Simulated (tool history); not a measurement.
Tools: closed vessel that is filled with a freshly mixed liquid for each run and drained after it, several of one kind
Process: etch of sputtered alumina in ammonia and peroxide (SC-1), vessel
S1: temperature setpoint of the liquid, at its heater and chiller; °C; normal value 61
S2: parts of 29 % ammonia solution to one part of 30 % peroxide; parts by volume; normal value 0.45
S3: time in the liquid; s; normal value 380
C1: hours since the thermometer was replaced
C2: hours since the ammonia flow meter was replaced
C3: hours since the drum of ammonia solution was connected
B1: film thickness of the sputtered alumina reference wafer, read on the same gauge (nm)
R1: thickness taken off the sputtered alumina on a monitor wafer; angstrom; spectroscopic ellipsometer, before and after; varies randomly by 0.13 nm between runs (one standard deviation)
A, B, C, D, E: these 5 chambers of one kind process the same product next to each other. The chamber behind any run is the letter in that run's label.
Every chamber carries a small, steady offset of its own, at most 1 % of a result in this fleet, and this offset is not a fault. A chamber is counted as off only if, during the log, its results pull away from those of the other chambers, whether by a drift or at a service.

run 1A day=0.217 | S1=61 S2=0.45 S3=380 | C1=1896.1 C2=1410.7 C3=543.9 | B1=110.02 | R1=319.44
-- day=0.3 chamber A: ammonia flow meter replaced
run 2C day=0.525 | S1=61 S2=0.45 S3=380 | C1=918.1 C2=957 C3=46.8 | B1=110.02 | R1=322.92
run 3D day=0.688 | S1=61 S2=0.45 S3=380 | C1=155 C2=490.3 C3=468.2 | B1=109.97 | R1=322.05
run 4B day=0.829 | S1=61 S2=0.45 S3=380 | C1=327.6 C2=623.9 C3=669.7 | B1=110 | R1=321.4
run 5E day=1.071 | S1=61 S2=0.45 S3=380 | C1=1058.9 C2=1524.7 C3=369.9 | B1=110 | R1=318.94
run 6C day=1.238 | S1=61 S2=0.55 S3=380 | C1=935.2 C2=974.1 C3=63.9 | B1=110 | R1=330.33
run 7B day=1.425 | S1=61 S2=0.55 S3=380 | C1=341.9 C2=638.2 C3=684 | B1=109.98 | R1=329.01
run 8D day=1.604 | S1=61 S2=0.55 S3=380 | C1=177 C2=512.3 C3=490.2 | B1=109.98 | R1=324.71
run 9A day=1.767 | S1=61 S2=0.55 S3=380 | C1=1933.3 C2=35.3 C3=581.1 | B1=109.99 | R1=324.39
run 10E day=2.017 | S1=61 S2=0.55 S3=380 | C1=1081.6 C2=1547.4 C3=392.6 | B1=110 | R1=323.53
run 11A day=2.304 | S1=61 S2=0.45 S3=380 | C1=1946.2 C2=48.2 C3=594 | B1=109.99 | R1=318.29
run 12E day=2.575 | S1=61 S2=0.45 S3=380 | C1=1095 C2=1560.8 C3=406 | B1=109.95 | R1=316.3
run 13D day=2.858 | S1=61 S2=0.25 S3=590 | C1=207.1 C2=542.4 C3=520.3 | B1=110.01 | R1=468.79
run 14C day=3.129 | S1=61 S2=0.25 S3=590 | C1=980.6 C2=1019.5 C3=109.3 | B1=109.99 | R1=472.12
run 15B day=3.296 | S1=61 S2=0.25 S3=590 | C1=386.8 C2=683.1 C3=728.9 | B1=110 | R1=469.72
run 16A day=3.533 | S1=61 S2=0.25 S3=590 | C1=1975.7 C2=77.7 C3=623.5 | B1=110.01 | R1=468.13
run 17E day=3.667 | S1=61 S2=0.25 S3=590 | C1=1121.2 C2=1587 C3=432.2 | B1=110.02 | R1=466.66
run 18B day=3.971 | S1=61 S2=0.45 S3=380 | C1=403 C2=699.3 C3=745.1 | B1=109.99 | R1=322.87
run 19D day=4.233 | S1=61 S2=0.45 S3=260 | C1=240.1 C2=575.4 C3=553.3 | B1=109.99 | R1=221.23
run 20C day=4.375 | S1=61 S2=0.45 S3=260 | C1=1010.5 C2=1049.4 C3=139.2 | B1=110.06 | R1=222.77
run 21B day=4.517 | S1=61 S2=0.45 S3=260 | C1=416.1 C2=712.4 C3=758.2 | B1=109.98 | R1=221.04
run 22A day=4.688 | S1=61 S2=0.45 S3=260 | C1=2003.4 C2=105.4 C3=651.2 | B1=109.98 | R1=218.35
run 23E day=4.958 | S1=61 S2=0.45 S3=260 | C1=1152.2 C2=1618 C3=463.2 | B1=110.03 | R1=217.25
-- day=5.117 chamber A: thermometer replaced
run 24D day=5.129 | S1=61 S2=0.45 S3=380 | C1=261.6 C2=596.9 C3=574.8 | B1=109.98 | R1=321.31
run 25C day=5.367 | S1=61 S2=0.45 S3=380 | C1=1034.3 C2=1073.2 C3=163 | B1=110.05 | R1=325.68
-- day=5.538 chamber E: new drum of ammonia solution connected
run 26C day=5.562 | S1=61 S2=0.45 S3=380 | C1=1039 C2=1077.9 C3=167.7 | B1=110.02 | R1=325.47
run 27E day=5.696 | S1=61 S2=0.45 S3=380 | C1=1169.9 C2=1635.7 C3=3.9 | B1=109.99 | R1=319
run 28B day=5.883 | S1=67.5 S2=0.45 S3=595 | C1=448.9 C2=745.2 C3=791 | B1=110.02 | R1=694.28
run 29A day=6.079 | S1=67.5 S2=0.45 S3=595 | C1=23.1 C2=138.8 C3=684.6 | B1=110.03 | R1=694.04
run 30D day=6.217 | S1=67.5 S2=0.45 S3=595 | C1=287.7 C2=623 C3=600.9 | B1=110 | R1=698.36
run 31E day=6.462 | S1=67.5 S2=0.45 S3=595 | C1=1188.3 C2=1654.1 C3=22.3 | B1=110 | R1=691.59
run 32A day=6.621 | S1=67.5 S2=0.45 S3=595 | C1=36.1 C2=151.8 C3=697.6 | B1=109.98 | R1=697.39
run 33D day=6.767 | S1=61 S2=0.45 S3=380 | C1=300.9 C2=636.2 C3=614.1 | B1=110.03 | R1=320.26
run 34B day=7.042 | S1=61 S2=0.45 S3=380 | C1=476.7 C2=773 C3=818.8 | B1=110 | R1=320.36
run 35C day=7.346 | S1=61 S2=0.45 S3=380 | C1=1081.8 C2=1120.7 C3=210.5 | B1=109.95 | R1=333.26
run 36A day=7.525 | S1=61 S2=0.45 S3=380 | C1=57.8 C2=173.5 C3=719.3 | B1=110 | R1=318.54
run 37E day=7.675 | S1=61 S2=0.45 S3=380 | C1=1217.4 C2=1683.2 C3=51.4 | B1=110.04 | R1=318.13

All chambers now run identical settings, listed one chamber a line with results as question marks. What results will each chamber show?
run 38A day=7.892 | S1=61 S2=0.45 S3=380 | R1=?
run 38B day=7.892 | S1=61 S2=0.45 S3=380 | R1=?
run 38C day=7.892 | S1=61 S2=0.45 S3=380 | R1=?
run 38D day=7.892 | S1=61 S2=0.45 S3=380 | R1=?
run 38E day=7.892 | S1=61 S2=0.45 S3=380 | R1=?

run=38A R1=316.5
run=38B R1=320.54
run=38C R1=334.63
run=38D R1=320.43
run=38E R1=319.2
